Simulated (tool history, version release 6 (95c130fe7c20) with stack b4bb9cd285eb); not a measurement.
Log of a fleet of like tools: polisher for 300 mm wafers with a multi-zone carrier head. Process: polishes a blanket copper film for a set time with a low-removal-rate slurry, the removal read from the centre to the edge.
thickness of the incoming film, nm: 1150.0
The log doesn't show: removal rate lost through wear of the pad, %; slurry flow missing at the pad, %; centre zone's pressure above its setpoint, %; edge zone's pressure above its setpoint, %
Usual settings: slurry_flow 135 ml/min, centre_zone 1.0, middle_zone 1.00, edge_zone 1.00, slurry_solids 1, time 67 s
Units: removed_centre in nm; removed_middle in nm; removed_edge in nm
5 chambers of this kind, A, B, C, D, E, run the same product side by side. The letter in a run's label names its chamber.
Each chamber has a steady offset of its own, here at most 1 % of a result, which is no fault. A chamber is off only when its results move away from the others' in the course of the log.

| run | day | slurry_flow | centre_zone | middle_zone | edge_zone | slurry_solids | time | wafers polished on this pad | hours since the slurry nozzle was cleaned | hours since the centre zone pressure was calibrated | hours since the edge zone pressure was calibrated | removed_centre | removed_middle | removed_edge |
|---|---|---|---|---|---|---|---|---|---|---|---|---|---|---|
| 1A | 0.483 | 135 | 1.0 | 1.00 | 1.00 | 1 | 67 | 280 | 500.8 | 610.1 | 15.2 | 165.12 | 171.29 | 169.01 |
|  | 0.883 | chamber E: worn pad replaced by a new one |
| 2C | 1.017 | 135 | 1.0 | 1.00 | 1.00 | 1 | 67 | 320 | 228.1 | 825.2 | 55.9 | 168.35 | 168.94 | 170.88 |
|  | 1.033 | chamber D: slurry nozzle cleaned |
| 3D | 1.517 | 135 | 1.0 | 1.00 | 1.00 | 1 | 67 | 562 | 11.6 | 1040.2 | 432.2 | 173.01 | 170.19 | 164.51 |
| 4B | 1.900 | 135 | 1.0 | 1.00 | 1.00 | 1 | 67 | 901 | 168.8 | 185.3 | 1120.7 | 164.68 | 167.62 | 171.55 |
| 5E | 2.225 | 135 | 1.0 | 1.00 | 1.00 | 1 | 67 | 244 | 100.7 | 1024.1 | 916.0 | 170.94 | 165.62 | 168.41 |
|  | 2.254 | chamber B: edge zone pressure recalibrated |
| 6B | 2.658 | 135 | 1.0 | 1.00 | 1.00 | 1 | 67 | 1040 | 187.0 | 203.5 | 9.8 | 170.99 | 170.59 | 170.21 |
| 7D | 3.138 | 135 | 1.0 | 1.00 | 1.00 | 1 | 67 | 857 | 50.5 | 1079.1 | 471.1 | 173.43 | 166.41 | 166.84 |
| 8A | 3.488 | 135 | 1.0 | 1.00 | 1.00 | 1 | 67 | 828 | 572.9 | 682.2 | 87.3 | 169.66 | 171.60 | 168.63 |
|  | 3.588 | chamber B: worn pad replaced by a new one |
| 9C | 3.825 | 135 | 1.0 | 1.00 | 1.00 | 1 | 67 | 831 | 295.5 | 892.6 | 123.3 | 168.66 | 169.41 | 169.22 |
| 10E | 4.150 | 135 | 1.0 | 1.00 | 1.00 | 1 | 67 | 595 | 146.9 | 1070.3 | 962.2 | 170.84 | 167.45 | 170.76 |
| 11D | 4.671 | 135 | 1.0 | 1.00 | 1.00 | 1 | 67 | 1137 | 87.3 | 1115.9 | 507.9 | 172.39 | 169.40 | 170.16 |
| 12C | 5.183 | 135 | 1.0 | 1.00 | 1.00 | 1 | 67 | 1079 | 328.1 | 925.2 | 155.9 | 168.65 | 173.79 | 166.72 |
|  | 5.317 | chamber A: worn pad replaced by a new one |
| 13B | 5.562 | 135 | 1.0 | 0.96 | 1.10 | 1 | 67 | 359 | 256.7 | 273.2 | 79.5 | 165.67 | 162.30 | 185.18 |
|  | 5.612 | chamber C: slurry nozzle cleaned |
|  | 5.962 | chamber D: centre zone pressure recalibrated |
|  | 5.967 | chamber C: worn pad replaced by a new one |
| 14E | 6.096 | 135 | 1.0 | 0.96 | 1.10 | 1 | 67 | 950 | 193.6 | 1117.0 | 1008.9 | 168.51 | 162.45 | 179.31 |
| 15A | 6.579 | 135 | 1.0 | 0.96 | 1.10 | 1 | 67 | 230 | 647.1 | 756.4 | 161.5 | 171.12 | 167.79 | 182.46 |
|  | 6.692 | chamber E: worn pad replaced by a new one |
| 16C | 6.858 | 135 | 1.0 | 0.96 | 1.10 | 1 | 67 | 163 | 29.9 | 965.4 | 196.1 | 169.89 | 164.85 | 178.42 |
| 17B | 7.388 | 135 | 1.0 | 0.96 | 1.10 | 1 | 67 | 692 | 300.5 | 317.0 | 123.3 | 170.84 | 161.05 | 181.43 |
| 18D | 7.654 | 135 | 1.0 | 1.00 | 1.00 | 1 | 67 | 1680 | 158.9 | 40.7 | 579.5 | 163.18 | 167.39 | 165.21 |
| 19A | 8.017 | 135 | 1.0 | 1.00 | 1.00 | 1 | 67 | 492 | 681.6 | 790.9 | 196.0 | 167.03 | 169.82 | 166.38 |
|  | 8.304 | chamber C: centre zone pressure recalibrated |
| 20E | 8.325 | 135 | 1.0 | 1.00 | 1.00 | 1 | 67 | 297 | 247.1 | 1170.5 | 1062.4 | 169.07 | 171.33 | 170.74 |
|  | 8.350 | chamber E: slurry nozzle cleaned |
| 21A | 8.638 | 135 | 1.0 | 1.00 | 1.00 | 1 | 67 | 605 | 696.5 | 805.8 | 210.9 | 170.67 | 169.57 | 170.94 |
|  | 8.879 | chamber B: worn pad replaced by a new one |
| 22C | 9.196 | 135 | 1.0 | 1.00 | 1.00 | 1 | 67 | 589 | 86.0 | 21.5 | 252.2 | 167.48 | 168.88 | 166.23 |
| 23D | 9.671 | 135 | 1.0 | 1.00 | 1.09 | 1 | 67 | 2048 | 207.3 | 89.1 | 627.9 | 167.90 | 165.48 | 173.44 |
|  | 9.996 | chamber D: slurry nozzle cleaned |
| 24B | 10.208 | 135 | 1.0 | 1.00 | 1.09 | 1 | 67 | 242 | 368.2 | 384.7 | 191.0 | 169.85 | 167.80 | 177.18 |
| 25E | 10.767 | 135 | 1.0 | 1.00 | 1.09 | 1 | 67 | 742 | 58.0 | 1229.1 | 1121.0 | 172.59 | 165.71 | 180.23 |
| 26C | 11.108 | 135 | 1.0 | 1.00 | 1.09 | 1 | 67 | 937 | 131.9 | 67.4 | 298.1 | 171.68 | 174.01 | 175.81 |
|  | 11.392 | chamber A: slurry nozzle cleaned |
| 27D | 11.462 | 135 | 1.0 | 1.00 | 1.09 | 1 | 67 | 2374 | 35.3 | 132.1 | 670.9 | 156.82 | 163.64 | 166.66 |
|  | 11.675 | chamber A: worn pad replaced by a new one |
|  | 11.758 | chamber E: centre zone pressure recalibrated |
| 28E | 11.867 | 135 | 1.0 | 1.00 | 1.00 | 1 | 67 | 942 | 84.4 | 2.6 | 1147.4 | 168.92 | 168.50 | 168.01 |
|  | 12.179 | chamber C: worn pad replaced by a new one |
| 29B | 12.321 | 135 | 1.0 | 1.00 | 1.00 | 1 | 67 | 627 | 418.9 | 435.4 | 241.7 | 168.05 | 170.82 | 167.92 |
|  | 12.362 | chamber E: worn pad replaced by a new one |
| 30A | 12.704 | 135 | 1.0 | 1.00 | 1.00 | 1 | 67 | 187 | 31.5 | 903.4 | 308.5 | 164.69 | 174.79 | 172.62 |
| 31D | 13.062 | 135 | 1.0 | 1.00 | 1.05 | 1 | 67 | 2666 | 73.7 | 170.5 | 709.3 | 164.24 | 163.32 | 169.68 |
| 32B | 13.321 | 135 | 1.0 | 1.00 | 1.05 | 1 | 67 | 809 | 442.9 | 459.4 | 265.7 | 169.68 | 168.38 | 172.54 |
| 33A | 13.650 | 135 | 1.0 | 1.00 | 1.05 | 1 | 67 | 360 | 54.2 | 926.1 | 331.2 | 163.40 | 167.31 | 177.19 |
| 34E | 13.996 | 135 | 1.0 | 1.00 | 1.05 | 1 | 67 | 297 | 135.5 | 53.7 | 1198.5 | 166.14 | 170.40 | 172.15 |
| 35C | 14.300 | 135 | 1.0 | 1.00 | 1.05 | 1 | 67 | 386 | 208.5 | 144.0 | 374.7 | 172.30 | 170.80 | 171.36 |
|  | 14.454 | chamber B: worn pad replaced by a new one |
|  | 14.600 | chamber B: slurry nozzle cleaned |
| 36A | 14.654 | 135 | 1.0 | 1.00 | 1.00 | 1 | 67 | 542 | 78.3 | 950.2 | 355.3 | 171.17 | 167.64 | 171.28 |
| 37C | 15.075 | 135 | 1.0 | 1.00 | 1.00 | 1 | 67 | 527 | 227.1 | 162.6 | 393.3 | 165.51 | 172.41 | 169.42 |
|  | 15.088 | chamber A: centre zone pressure recalibrated |
| 38B | 15.550 | 135 | 1.0 | 1.00 | 1.00 | 1 | 67 | 199 | 22.8 | 512.9 | 319.2 | 168.82 | 171.42 | 168.59 |
| 39E | 16.004 | 135 | 1.0 | 1.00 | 1.00 | 1 | 67 | 663 | 183.7 | 101.9 | 1246.7 | 172.36 | 169.02 | 167.13 |
| 40D | 16.271 | 135 | 0.9 | 1.00 | 1.00 | 1 | 80 | 3250 | 150.7 | 247.5 | 786.3 | 170.23 | 190.46 | 190.78 |
| 41A | 16.667 | 135 | 0.9 | 1.00 | 1.00 | 1 | 80 | 909 | 126.6 | 37.9 | 403.6 | 179.79 | 202.92 | 206.57 |

Is one chamber off against the others, does the gauge drift, or is nothing wrong? If a chamber is off, say which, and what the likeliest cause is.

Chamber D drifts away from the others.
Cause: removal rate lost through wear of the pad, % = 7.83.

Here are 4 candidates for chamber D's next run, each the usual settings with a change, their results left as question marks. Which one brings its results back in line with what the others give on the usual settings?
In line means no further than this from the other chambers' mean on the usual settings: removed_centre 8.80 nm; removed_middle 7.20 nm; removed_edge 8.60 nm
| 42D-1 | 17.071 | 135 | 1.0 | 1.01 | 0.99 | 1.00 | 62 |  |  |  |  | ? | ? | ? |
| 42D-2 | 17.071 | 135 | 1.0 | 0.99 | 1.02 | 1.05 | 78 |  |  |  |  | ? | ? | ? |
| 42D-3 | 17.071 | 135 | 1.0 | 0.99 | 1.01 | 1.00 | 72 |  |  |  |  | ? | ? | ? |
| 42D-4 | 17.071 | 135 | 1.0 | 1.01 | 0.98 | 1.00 | 57 |  |  |  |  | ? | ? | ? |

The other chambers' mean on the usual settings: removed_centre 169.65 nm; removed_middle 169.35 nm; removed_edge 169.85 nm
| run | removed_centre | removed_middle | removed_edge |
|---|---|---|---|
| 42D-1 | 146.53 | 148.03 | 144.09 |
| 42D-2 | 186.27 | 184.82 | 186.12 |
| 42D-3 | 170.13 | 168.81 | 169.12 |
| 42D-4 | 134.71 | 136.10 | 131.78 |
42D-3 brings the chamber back in line.

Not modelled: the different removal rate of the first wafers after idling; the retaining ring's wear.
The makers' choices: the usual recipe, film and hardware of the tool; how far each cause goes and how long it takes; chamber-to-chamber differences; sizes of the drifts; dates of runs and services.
